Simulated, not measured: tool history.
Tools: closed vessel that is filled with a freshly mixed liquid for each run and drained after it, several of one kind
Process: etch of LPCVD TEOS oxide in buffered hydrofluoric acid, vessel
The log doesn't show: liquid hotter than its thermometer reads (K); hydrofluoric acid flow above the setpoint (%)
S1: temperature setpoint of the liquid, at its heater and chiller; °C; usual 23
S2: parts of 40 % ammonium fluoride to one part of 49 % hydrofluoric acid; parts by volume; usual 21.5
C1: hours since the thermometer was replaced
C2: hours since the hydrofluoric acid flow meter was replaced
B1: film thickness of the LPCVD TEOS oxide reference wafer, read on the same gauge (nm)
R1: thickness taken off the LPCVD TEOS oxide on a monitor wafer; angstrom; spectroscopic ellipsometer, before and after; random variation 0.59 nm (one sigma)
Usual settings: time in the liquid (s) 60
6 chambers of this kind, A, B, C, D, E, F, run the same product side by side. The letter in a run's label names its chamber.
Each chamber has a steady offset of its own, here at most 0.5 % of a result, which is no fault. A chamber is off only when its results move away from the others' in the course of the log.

run 1D hour=9.5 | S1=23 S2=21.5 time_in_the_liquid_(s)=60 | C1=968.3 C2=696.2 | B1=140 | R1=942.99
run 2B hour=21.8 | S1=23 S2=21.5 time_in_the_liquid_(s)=60 | C1=2380.1 C2=285.4 | B1=140.02 | R1=951.02
run 3A hour=34.1 | S1=23 S2=21.5 time_in_the_liquid_(s)=60 | C1=1226.7 C2=1747.2 | B1=139.99 | R1=928.77
run 4E hour=44.2 | S1=23 S2=21.5 time_in_the_liquid_(s)=60 | C1=287.4 C2=324.5 | B1=140.04 | R1=935.31
run 5F hour=51 | S1=25.5 S2=21.5 time_in_the_liquid_(s)=60 | C1=804.6 C2=351.8 | B1=139.99 | R1=1060.9
run 6C hour=60.9 | S1=25.5 S2=21.5 time_in_the_liquid_(s)=60 | C1=2368 C2=209.3 | B1=140.01 | R1=1058.2
run 7B hour=70.3 | S1=25.5 S2=21.5 time_in_the_liquid_(s)=60 | C1=2428.6 C2=333.9 | B1=140.01 | R1=1065.9
run 8D hour=81.9 | S1=25.5 S2=21.5 time_in_the_liquid_(s)=60 | C1=1040.7 C2=768.6 | B1=140.04 | R1=1073.9
run 9E hour=94.4 | S1=25.5 S2=21.5 time_in_the_liquid_(s)=60 | C1=337.6 C2=374.7 | B1=139.99 | R1=1058.5
run 10C hour=102.4 | S1=25.5 S2=21.5 time_in_the_liquid_(s)=60 | C1=2409.5 C2=250.8 | B1=140.01 | R1=1048.3
run 11A hour=112.7 | S1=23 S2=21.5 time_in_the_liquid_(s)=60 | C1=1305.3 C2=1825.8 | B1=140 | R1=933.16
run 12F hour=121.1 | S1=23 S2=21.5 time_in_the_liquid_(s)=60 | C1=874.7 C2=421.9 | B1=140.01 | R1=932.68
run 13C hour=128.5 | S1=21 S2=21.5 time_in_the_liquid_(s)=60 | C1=2435.6 C2=276.9 | B1=140.01 | R1=831.44
run 14E hour=138.2 | S1=21 S2=21.5 time_in_the_liquid_(s)=60 | C1=381.4 C2=418.5 | B1=139.98 | R1=828.07
run 15F hour=148 | S1=21 S2=21.5 time_in_the_liquid_(s)=60 | C1=901.6 C2=448.8 | B1=140.02 | R1=835.19
run 16A hour=153.8 | S1=21 S2=21.5 time_in_the_liquid_(s)=60 | C1=1346.4 C2=1866.9 | B1=140.03 | R1=845.43
run 17B hour=162.6 | S1=21 S2=21.5 time_in_the_liquid_(s)=60 | C1=2520.9 C2=426.2 | B1=139.98 | R1=832.83
run 18D hour=173.4 | S1=21 S2=21.5 time_in_the_liquid_(s)=60 | C1=1132.2 C2=860.1 | B1=139.98 | R1=842.56
run 19D hour=186.1 | S1=23 S2=21.5 time_in_the_liquid_(s)=60 | C1=1144.9 C2=872.8 | B1=139.99 | R1=934.76
-- hour=192.9 chamber A: hydrofluoric acid flow meter replaced
-- hour=195.8 chamber F: hydrofluoric acid flow meter replaced
run 20C hour=197.6 | S1=18 S2=21.5 time_in_the_liquid_(s)=60 | C1=2504.7 C2=346 | B1=140.01 | R1=707.53
run 21A hour=204.1 | S1=18 S2=21.5 time_in_the_liquid_(s)=60 | C1=1396.7 C2=11.2 | B1=140.03 | R1=729.65
run 22B hour=212.7 | S1=18 S2=21.5 time_in_the_liquid_(s)=60 | C1=2571 C2=476.3 | B1=140.04 | R1=710.09
-- hour=224.4 chamber D: hydrofluoric acid flow meter replaced
run 23F hour=224.5 | S1=18 S2=21.5 time_in_the_liquid_(s)=60 | C1=978.1 C2=28.8 | B1=140.01 | R1=709.46
run 24E hour=231.4 | S1=18 S2=21.5 time_in_the_liquid_(s)=60 | C1=474.6 C2=511.7 | B1=139.98 | R1=707.21
run 25E hour=240.2 | S1=18 S2=21.5 time_in_the_liquid_(s)=60 | C1=483.4 C2=520.5 | B1=140.02 | R1=713.25
run 26B hour=249.2 | S1=23 S2=21.5 time_in_the_liquid_(s)=60 | C1=2607.5 C2=512.8 | B1=140.03 | R1=931.97
run 27F hour=258.9 | S1=23 S2=21.5 time_in_the_liquid_(s)=60 | C1=1012.5 C2=63.2 | B1=140 | R1=939.26
run 28D hour=266.2 | S1=23 S2=21.5 time_in_the_liquid_(s)=60 | C1=1225 C2=41.8 | B1=140.01 | R1=936.15
run 29A hour=272.6 | S1=23 S2=21.5 time_in_the_liquid_(s)=60 | C1=1465.2 C2=79.7 | B1=140.01 | R1=975.17
run 30C hour=279.8 | S1=23 S2=21.5 time_in_the_liquid_(s)=60 | C1=2586.9 C2=428.2 | B1=139.99 | R1=932.53
run 31D hour=292.2 | S1=23 S2=21.5 time_in_the_liquid_(s)=60 | C1=1251 C2=67.8 | B1=140.05 | R1=945.62
run 32E hour=297.7 | S1=23 S2=21.5 time_in_the_liquid_(s)=60 | C1=540.9 C2=578 | B1=139.99 | R1=924.48
-- hour=298.8 chamber C: thermometer replaced
run 33F hour=304.8 | S1=23 S2=21.5 time_in_the_liquid_(s)=60 | C1=1058.4 C2=109.1 | B1=140.01 | R1=937.96
run 34C hour=313.9 | S1=23 S2=21.5 time_in_the_liquid_(s)=60 | C1=15.2 C2=462.3 | B1=140.01 | R1=929.82
run 35B hour=322.9 | S1=23 S2=21.5 time_in_the_liquid_(s)=60 | C1=2681.2 C2=586.5 | B1=139.97 | R1=935.69
run 36A hour=335.4 | S1=23 S2=21.5 time_in_the_liquid_(s)=60 | C1=1528 C2=142.5 | B1=140 | R1=985.21
run 37F hour=347.1 | S1=20.5 S2=25 time_in_the_liquid_(s)=60 | C1=1100.7 C2=151.4 | B1=140.01 | R1=740.84

What goes on in this fleet: one chamber off, a drifting gauge, or nothing beyond the chambers' own small offsets? Name the chamber and the cause, if any.

Chamber A drifts away from the others.
Cause: liquid hotter than its thermometer reads (K) = 1.01.

Here are 4 candidates for chamber A's next run, each the usual settings with a change, their results left as question marks. Which one brings its results back in line with what the others give on the usual settings?
In line means no further than this from the other chambers' mean on the usual settings: R1 21 angstrom
run 38A-1 hour=356.2 | S1=23 S2=22 time_in_the_liquid_(s)=55 | R1=?
run 38A-2 hour=356.2 | S1=23.5 S2=20.5 time_in_the_liquid_(s)=60 | R1=?
run 38A-3 hour=356.2 | S1=25 S2=21.5 time_in_the_liquid_(s)=60 | R1=?
run 38A-4 hour=356.2 | S1=23 S2=23 time_in_the_liquid_(s)=60 | R1=?

The other chambers' mean on the usual settings: R1 936.07 angstrom
run=38A-1 R1=888.41
run=38A-2 R1=1046.2
run=38A-3 R1=1097.5
run=38A-4 R1=939.65
38A-4 brings the chamber back in line.
